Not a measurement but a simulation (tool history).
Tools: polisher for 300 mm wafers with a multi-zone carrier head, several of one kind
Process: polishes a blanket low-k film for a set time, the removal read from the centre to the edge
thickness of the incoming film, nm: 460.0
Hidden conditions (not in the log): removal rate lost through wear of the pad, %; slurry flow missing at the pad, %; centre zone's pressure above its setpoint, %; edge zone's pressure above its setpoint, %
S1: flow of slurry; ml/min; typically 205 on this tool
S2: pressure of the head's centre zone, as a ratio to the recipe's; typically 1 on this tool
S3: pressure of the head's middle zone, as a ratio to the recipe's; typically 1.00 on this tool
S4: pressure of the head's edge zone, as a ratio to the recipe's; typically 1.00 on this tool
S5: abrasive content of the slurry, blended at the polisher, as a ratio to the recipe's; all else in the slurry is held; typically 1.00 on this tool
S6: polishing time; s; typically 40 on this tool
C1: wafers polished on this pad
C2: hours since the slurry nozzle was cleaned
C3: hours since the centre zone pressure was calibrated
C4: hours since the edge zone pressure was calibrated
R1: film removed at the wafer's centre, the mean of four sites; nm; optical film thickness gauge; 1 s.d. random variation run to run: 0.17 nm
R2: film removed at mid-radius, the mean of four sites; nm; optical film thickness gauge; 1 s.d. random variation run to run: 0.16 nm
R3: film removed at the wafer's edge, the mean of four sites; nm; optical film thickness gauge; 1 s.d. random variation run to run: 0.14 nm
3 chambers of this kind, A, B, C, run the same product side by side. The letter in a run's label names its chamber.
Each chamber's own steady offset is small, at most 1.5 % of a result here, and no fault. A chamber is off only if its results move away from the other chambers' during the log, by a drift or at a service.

run   hour   S1  S2    S3    S4    S5  S6   C1     C2      C3     C4      R1      R2      R3
       6.0  -- chamber B: worn pad replaced by a new one
 1B    7.2  205   1  1.00  1.00  1.00  40   10   96.8  1148.6  508.3  14.066  13.911  14.302
 2C   21.3  205   1  1.00  1.00  1.00  40  337  739.7   337.8  441.4  14.491  14.185  14.420
 3A   28.7  205   1  1.00  1.00  1.00  40  301  221.4   332.0  226.5  13.936  14.322  14.270
      32.8  -- chamber A: slurry nozzle cleaned
 4B   40.0  205   1  1.00  1.00  1.00  40  298  129.6  1181.4  541.1  14.407  14.028  14.427
 5C   47.6  170   1  1.00  1.00  1.00  40  567  766.0   364.1  467.7  13.781  13.555  14.034
 6A   56.8  170   1  1.00  1.00  1.00  40  548   24.1   360.1  254.6  13.547  13.734  14.061
      57.4  -- chamber A: worn pad replaced by a new one
 7B   64.3  170   1  1.00  1.00  1.00  40  511  153.9  1205.7  565.4  13.459  13.843  14.012
      75.3  -- chamber B: edge zone pressure recalibrated
 8A   76.1  205   1  1.00  1.00  1.00  40  164   43.4   379.4  273.9  13.993  14.115  14.370
 9C   84.0  205   1  1.00  1.00  1.00  40  886  802.4   400.5  504.1  14.543  14.145  14.374
10C   91.1  205   1  1.00  1.00  1.00  40  948  809.5   407.6  511.2  14.523  14.382  14.332
      92.0  -- chamber B: worn pad replaced by a new one
      94.5  -- chamber C: slurry nozzle cleaned
11A  101.6  205   1  1.00  1.00  1.00  40  387   68.9   404.9  299.4  14.338  14.543  14.245
12B  110.5  205   1  1.00  1.00  1.00  40  162  200.1  1251.9   35.3  14.178  14.005  14.343
     112.6  -- chamber A: worn pad replaced by a new one
13B  123.6  205   1  1.00  1.00  1.00  40  277  213.2  1265.0   48.4  14.122  14.094  14.400
     129.7  -- chamber C: worn pad replaced by a new one
     133.7  -- chamber A: edge zone pressure recalibrated
14C  136.5  205   1  1.00  0.91  0.85  40   59   42.0   453.0  556.6  13.072  13.021  12.727
15A  146.7  205   1  1.00  0.91  0.85  40  299  114.0   450.0   13.1  13.130  13.262  12.622
16A  155.0  205   1  1.00  0.91  0.85  40  371  122.3   458.3   21.4  13.040  13.436  12.712
     156.1  -- chamber B: centre zone pressure recalibrated
17C  163.5  205   1  1.00  1.00  1.00  40  296   69.0   480.0  583.6  14.513  13.987  14.176
     164.9  -- chamber B: worn pad replaced by a new one
18B  172.3  205   1  1.00  1.00  1.00  40   64  261.9    16.2   97.1  14.164  14.298  14.337
     176.6  -- chamber A: worn pad replaced by a new one
19C  180.3  205   1  1.04  1.00  1.00  40  443   85.8   496.8  600.4  14.293  14.614  14.335
20B  194.0  205   1  1.04  1.00  1.00  40  255  283.6    37.9  118.8  14.239  14.404  14.669
21A  203.0  205   1  1.04  1.00  1.00  40  231  170.3   506.3   69.4  14.243  14.955  14.318

Does one chamber stand apart from the rest, does the shared gauge drift, or is all well apart from small per-chamber offsets? Give the chamber and the most likely cause, where there is one.

Neither any chamber nor the gauge drifts; the chambers differ only by their own small, steady offsets.
